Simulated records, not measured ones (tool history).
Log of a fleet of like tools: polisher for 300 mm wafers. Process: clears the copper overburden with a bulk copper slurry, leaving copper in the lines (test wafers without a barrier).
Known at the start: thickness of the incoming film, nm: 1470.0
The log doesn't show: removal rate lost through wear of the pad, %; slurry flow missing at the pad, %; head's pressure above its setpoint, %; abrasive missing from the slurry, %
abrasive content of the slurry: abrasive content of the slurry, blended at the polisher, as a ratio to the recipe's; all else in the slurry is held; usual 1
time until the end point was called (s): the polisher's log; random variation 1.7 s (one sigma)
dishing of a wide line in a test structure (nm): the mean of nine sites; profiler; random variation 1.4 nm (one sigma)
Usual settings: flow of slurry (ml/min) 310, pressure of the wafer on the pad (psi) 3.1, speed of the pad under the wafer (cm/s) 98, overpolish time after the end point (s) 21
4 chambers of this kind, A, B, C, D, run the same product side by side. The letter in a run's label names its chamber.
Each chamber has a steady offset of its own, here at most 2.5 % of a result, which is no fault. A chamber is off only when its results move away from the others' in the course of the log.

run   hour  flow of slurry (ml/min)  pressure of the wafer on the pad (psi)  speed of the pad under the wafer (cm/s)  abrasive content of the slurry  overpolish time after the end point (s)  wafers polished on this pad  hours since the slurry nozzle was cleaned  hours since the head pressure was calibrated  hours since the slurry blender was calibrated  time until the end point was called (s)  dishing of a wide line in a test structure (nm)
 1C    7.5                      310                                     3.1                                       98                               1                                       21                          682                                      128.1                                         801.7                                           76.4                                   178.66                                           82.701
       7.8  -- chamber D: worn pad replaced by a new one
 2D   20.8                      310                                     3.1                                       98                               1                                       21                           77                                      112.3                                         580.2                                          175.1                                   180.64                                           82.348
 3B   30.7                      310                                     3.1                                       98                               1                                       21                          483                                      219.3                                        1333.3                                           97.9                                   180.66                                           86.267
 4A   43.6                      310                                     3.1                                       98                               1                                       21                          449                                      384.7                                         385.6                                          430.4                                   180.19                                           86.235
      46.5  -- chamber A: worn pad replaced by a new one
      46.8  -- chamber B: slurry nozzle cleaned
 5A   50.5                      310                                     3.1                                       98                            1.15                                       21                           24                                      391.6                                         392.5                                          437.3                                      173                                           86.683
      52.5  -- chamber D: slurry blender recalibrated
      61.6  -- chamber A: slurry blender recalibrated
      63.1  -- chamber B: head pressure recalibrated
 6B   63.8                      310                                     3.1                                       98                            1.15                                       21                          681                                         17                                           0.8                                            131                                   178.15                                           88.376
 7C   71.6                      310                                     3.1                                       98                            1.15                                       21                         1066                                      192.2                                         865.8                                          140.5                                   171.02                                           83.562
      73.8  -- chamber B: worn pad replaced by a new one
      75.8  -- chamber A: head pressure recalibrated
 8D   82.6                      310                                     3.1                                       98                            1.15                                       21                          447                                      174.1                                           642                                           30.2                                   170.17                                           91.375
 9A   93.2                      310                                     3.5                                       98                            0.75                                       21                          279                                      434.3                                          17.5                                           31.6                                      168                                           90.546
      97.7  -- chamber B: slurry blender recalibrated
10B  102.3                      310                                     3.5                                       98                            0.75                                       21                          170                                       55.5                                          39.3                                            4.7                                   171.42                                           90.739
11D  112.7                      310                                     3.5                                       98                            0.75                                       21                          627                                      204.2                                         672.1                                           60.3                                   165.17                                           92.681
     117.4  -- chamber C: worn pad replaced by a new one
     119.6  -- chamber A: worn pad replaced by a new one
12C    128                      310                                     3.5                                       98                            0.75                                       21                           63                                      248.6                                         922.2                                          196.9                                   169.27                                           85.243
     132.2  -- chamber C: head pressure recalibrated
     134.9  -- chamber A: slurry nozzle cleaned
13B  141.6                      310                                     3.1                                       98                               1                                       21                          405                                       94.8                                          78.6                                             44                                   180.28                                            88.16
14A  156.3                      310                                     3.1                                       98                               1                                       21                          219                                       21.4                                          80.6                                           94.7                                   182.33                                           86.475
     158.3  -- chamber D: worn pad replaced by a new one
15D  167.6                      380                                     3.1                                       98                               1                                       21                           56                                      259.1                                           727                                          115.2                                   169.13                                            86.48
16C    179                      380                                     3.1                                       98                               1                                       21                          368                                      299.6                                          46.9                                          247.9                                   172.98                                            84.11
17B  186.6                      380                                     3.1                                       98                               1                                       21                          674                                      139.8                                         123.6                                             89                                   179.24                                           87.798
     196.9  -- chamber A: worn pad replaced by a new one
     199.8  -- chamber B: worn pad replaced by a new one
18C  201.3                      380                                     3.1                                       98                               1                                       21                          501                                      321.9                                          69.2                                          270.2                                   176.42                                           80.276
19D  209.8                      310                                     3.1                                       98                               1                                       21                          308                                      301.3                                         769.2                                          157.4                                   171.39                                            87.65
20A  217.7                      310                                     3.1                                       98                               1                                       21                          124                                       82.8                                           142                                          156.1                                   179.03                                           83.602
21D  232.9                      310                                     3.1                                       98                               1                                       21                          446                                      324.4                                         792.3                                          180.5                                   169.78                                           90.706
22A  240.3                      310                                     3.1                                       70                               1                                       21                          259                                      105.4                                         164.6                                          178.7                                   253.04                                           70.166
     254.6  -- chamber B: slurry nozzle cleaned
23C  255.6                      310                                     3.1                                       70                               1                                       21                          826                                      376.2                                         123.5                                          324.5                                   246.26                                           68.375
24B  266.1                      310                                     3.1                                       70                               1                                       21                          396                                       11.6                                         203.1                                          168.5                                   255.67                                           71.427
     266.8  -- chamber B: slurry blender recalibrated
25C  280.9                      310                                     3.1                                       70                               1                                       21                          977                                      401.5                                         148.8                                          349.8                                   250.23                                           67.526
     287.8  -- chamber A: worn pad replaced by a new one
26A  289.6                      310                                     3.1                                       98                               1                                       21                           10                                      154.7                                         213.9                                            228                                    178.1                                           87.017
     290.6  -- chamber D: slurry blender recalibrated
27B  298.8                      310                                     3.1                                       98                               1                                       21                          592                                       44.3                                         235.8                                           32.1                                   179.89                                           86.639
     306.4  -- chamber D: worn pad replaced by a new one
28D  306.4                      310                                     3.1                                       98                               1                                       21                            0                                      397.9                                         865.8                                           15.8                                   167.25                                           90.816

Is one chamber off against the others, does the gauge drift, or is nothing wrong? If a chamber is off, say which, and what the likeliest cause is.

Chamber D drifts away from the others.
Cause: head's pressure above its setpoint, % = 11.4.

Here are 4 candidates for chamber D's next run, each the usual settings with a change, their results left as question marks. Which one brings its results back in line with what the others give on the usual settings?
In line means no further than this from the other chambers' mean on the usual settings: time until the end point was called (s) 5.9; dishing of a wide line in a test structure (nm) 5
29D-1  317.5                      310                                     3.3                                      102                               1                                       21                                                                                                                                                                                                             ?                                                ?
29D-2  317.5                      310                                     2.9                                       94                               1                                       21                                                                                                                                                                                                             ?                                                ?
29D-3  317.5                      310                                       3                                       96                               1                                       21                                                                                                                                                                                                             ?                                                ?
29D-4  317.5                      310                                     3.2                                      100                               1                                       21                                                                                                                                                                                                             ?                                                ?

The other chambers' mean on the usual settings: time until the end point was called (s) 180.24; dishing of a wide line in a test structure (nm) 85.373
  run  time until the end point was called (s)  dishing of a wide line in a test structure (nm)
29D-1                                   147.83                                           96.576
29D-2                                   182.17                                           84.699
29D-3                                   172.52                                           87.745
29D-4                                   155.43                                           93.686
29D-2 brings the chamber back in line.
